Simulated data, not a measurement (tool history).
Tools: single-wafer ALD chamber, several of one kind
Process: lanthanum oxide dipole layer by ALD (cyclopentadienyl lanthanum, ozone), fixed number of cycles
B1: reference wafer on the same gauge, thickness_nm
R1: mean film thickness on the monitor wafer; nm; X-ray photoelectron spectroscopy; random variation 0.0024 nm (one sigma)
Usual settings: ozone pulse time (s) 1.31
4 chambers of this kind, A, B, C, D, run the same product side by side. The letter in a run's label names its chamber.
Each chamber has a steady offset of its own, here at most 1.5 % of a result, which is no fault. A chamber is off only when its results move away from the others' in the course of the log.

{"run": "1A", "hour": 8.0, "ozone pulse time (s)": 1.31, "B1": 0.49712, "R1": 0.52536}
{"run": "2D", "hour": 17.1, "ozone pulse time (s)": 1.31, "B1": 0.49667, "R1": 0.53772}
{"run": "3C", "hour": 25.9, "ozone pulse time (s)": 1.31, "B1": 0.49689, "R1": 0.5318}
{"run": "4B", "hour": 30.8, "ozone pulse time (s)": 1.31, "B1": 0.49721, "R1": 0.53607}
{"run": "5A", "hour": 36.4, "ozone pulse time (s)": 1.31, "B1": 0.49711, "R1": 0.52745}
{"run": "6D", "hour": 42.8, "ozone pulse time (s)": 1.31, "B1": 0.49671, "R1": 0.53239}
{"run": "7C", "hour": 50.3, "ozone pulse time (s)": 1.31, "B1": 0.49673, "R1": 0.53164}
{"run": "8B", "hour": 59.5, "ozone pulse time (s)": 1.31, "B1": 0.49647, "R1": 0.5388}
{"run": "9B", "hour": 64.4, "ozone pulse time (s)": 1.31, "B1": 0.49742, "R1": 0.53609}
{"run": "10D", "hour": 71.1, "ozone pulse time (s)": 1.31, "B1": 0.49685, "R1": 0.53013}
{"run": "11C", "hour": 77.2, "ozone pulse time (s)": 1.31, "B1": 0.49707, "R1": 0.536}
{"hour": 81.0, "done": "chamber C: ozone generator serviced"}
{"run": "12A", "hour": 84.2, "ozone pulse time (s)": 1.31, "B1": 0.49726, "R1": 0.53029}
{"hour": 87.3, "done": "chamber B: thermocouple changed; heater temperature recalibrated"}
{"run": "13C", "hour": 89.6, "ozone pulse time (s)": 1.31, "B1": 0.49723, "R1": 0.52934}
{"run": "14B", "hour": 98.6, "ozone pulse time (s)": 1.31, "B1": 0.49658, "R1": 0.53751}
{"run": "15D", "hour": 103.8, "ozone pulse time (s)": 1.31, "B1": 0.49689, "R1": 0.53109}
{"run": "16A", "hour": 112.9, "ozone pulse time (s)": 0.86, "B1": 0.49684, "R1": 0.47186}
{"run": "17D", "hour": 117.6, "ozone pulse time (s)": 0.86, "B1": 0.49736, "R1": 0.46146}
{"run": "18C", "hour": 122.6, "ozone pulse time (s)": 0.86, "B1": 0.4972, "R1": 0.47367}
{"run": "19A", "hour": 129.6, "ozone pulse time (s)": 0.86, "B1": 0.49656, "R1": 0.47129}
{"run": "20B", "hour": 137.6, "ozone pulse time (s)": 1.31, "B1": 0.49687, "R1": 0.53842}
{"run": "21A", "hour": 144.4, "ozone pulse time (s)": 1.31, "B1": 0.49757, "R1": 0.53052}
{"run": "22B", "hour": 153.4, "ozone pulse time (s)": 1.31, "B1": 0.49641, "R1": 0.53997}
{"run": "23D", "hour": 162.2, "ozone pulse time (s)": 1.31, "B1": 0.49682, "R1": 0.52617}
{"run": "24C", "hour": 168.9, "ozone pulse time (s)": 1.31, "B1": 0.49745, "R1": 0.53333}
{"run": "25A", "hour": 177.7, "ozone pulse time (s)": 1.31, "B1": 0.49693, "R1": 0.53204}
{"run": "26B", "hour": 186.8, "ozone pulse time (s)": 1.31, "B1": 0.49685, "R1": 0.53424}
{"hour": 188.8, "done": "chamber B: ozone generator serviced"}
{"run": "27C", "hour": 191.0, "ozone pulse time (s)": 1.31, "B1": 0.49722, "R1": 0.53186}
{"run": "28D", "hour": 196.4, "ozone pulse time (s)": 1.31, "B1": 0.49722, "R1": 0.51968}
{"run": "29B", "hour": 200.8, "ozone pulse time (s)": 0.93, "B1": 0.49691, "R1": 0.48961}
{"run": "30A", "hour": 205.9, "ozone pulse time (s)": 0.93, "B1": 0.49761, "R1": 0.47959}
{"run": "31D", "hour": 212.6, "ozone pulse time (s)": 0.93, "B1": 0.49651, "R1": 0.46185}
{"run": "32C", "hour": 219.5, "ozone pulse time (s)": 0.93, "B1": 0.49724, "R1": 0.48225}
{"run": "33B", "hour": 227.5, "ozone pulse time (s)": 1.31, "B1": 0.49713, "R1": 0.54088}
{"run": "34A", "hour": 232.8, "ozone pulse time (s)": 1.31, "B1": 0.49726, "R1": 0.52701}
{"run": "35C", "hour": 239.8, "ozone pulse time (s)": 1.31, "B1": 0.49706, "R1": 0.5331}
{"run": "36D", "hour": 244.4, "ozone pulse time (s)": 1.31, "B1": 0.49692, "R1": 0.51431}
{"run": "37A", "hour": 251.3, "ozone pulse time (s)": 1.31, "B1": 0.49719, "R1": 0.52793}
{"run": "38D", "hour": 258.8, "ozone pulse time (s)": 1.31, "B1": 0.49751, "R1": 0.51341}
{"run": "39C", "hour": 266.9, "ozone pulse time (s)": 1.31, "B1": 0.49733, "R1": 0.52897}
{"run": "40B", "hour": 273.3, "ozone pulse time (s)": 1.31, "B1": 0.49703, "R1": 0.53887}
{"run": "41A", "hour": 279.2, "ozone pulse time (s)": 1.31, "B1": 0.49737, "R1": 0.52552}
{"run": "42D", "hour": 287.9, "ozone pulse time (s)": 1.31, "B1": 0.49699, "R1": 0.50696}
{"run": "43C", "hour": 296.5, "ozone pulse time (s)": 1.31, "B1": 0.49729, "R1": 0.53462}
{"run": "44B", "hour": 301.4, "ozone pulse time (s)": 1.31, "B1": 0.49701, "R1": 0.53894}

Is one chamber off against the others, does the gauge drift, or is nothing wrong? If a chamber is off, say which, and what the likeliest cause is.

Chamber D drifts away from the others.
Cause: ozone dose below that of a generator just serviced (%) = 19.6.

Here are 4 candidates for chamber D's next run, each the usual settings with a change, their results left as question marks. Which one brings its results back in line with what the others give on the usual settings?
In line means no further than this from the other chambers' mean on the usual settings: R1 0.00850 nm
{"run": "45D-1", "hour": 308.0, "ozone pulse time (s)": 1.11, "R1": "?"}
{"run": "45D-2", "hour": 308.0, "ozone pulse time (s)": 1.41, "R1": "?"}
{"run": "45D-3", "hour": 308.0, "ozone pulse time (s)": 1.58, "R1": "?"}
{"run": "45D-4", "hour": 308.0, "ozone pulse time (s)": 1.21, "R1": "?"}

The other chambers' mean on the usual settings: R1 0.53367 nm
run=45D-1 R1=0.47985
run=45D-2 R1=0.51655
run=45D-3 R1=0.53073
run=45D-4 R1=0.49409
45D-3 brings the chamber back in line.

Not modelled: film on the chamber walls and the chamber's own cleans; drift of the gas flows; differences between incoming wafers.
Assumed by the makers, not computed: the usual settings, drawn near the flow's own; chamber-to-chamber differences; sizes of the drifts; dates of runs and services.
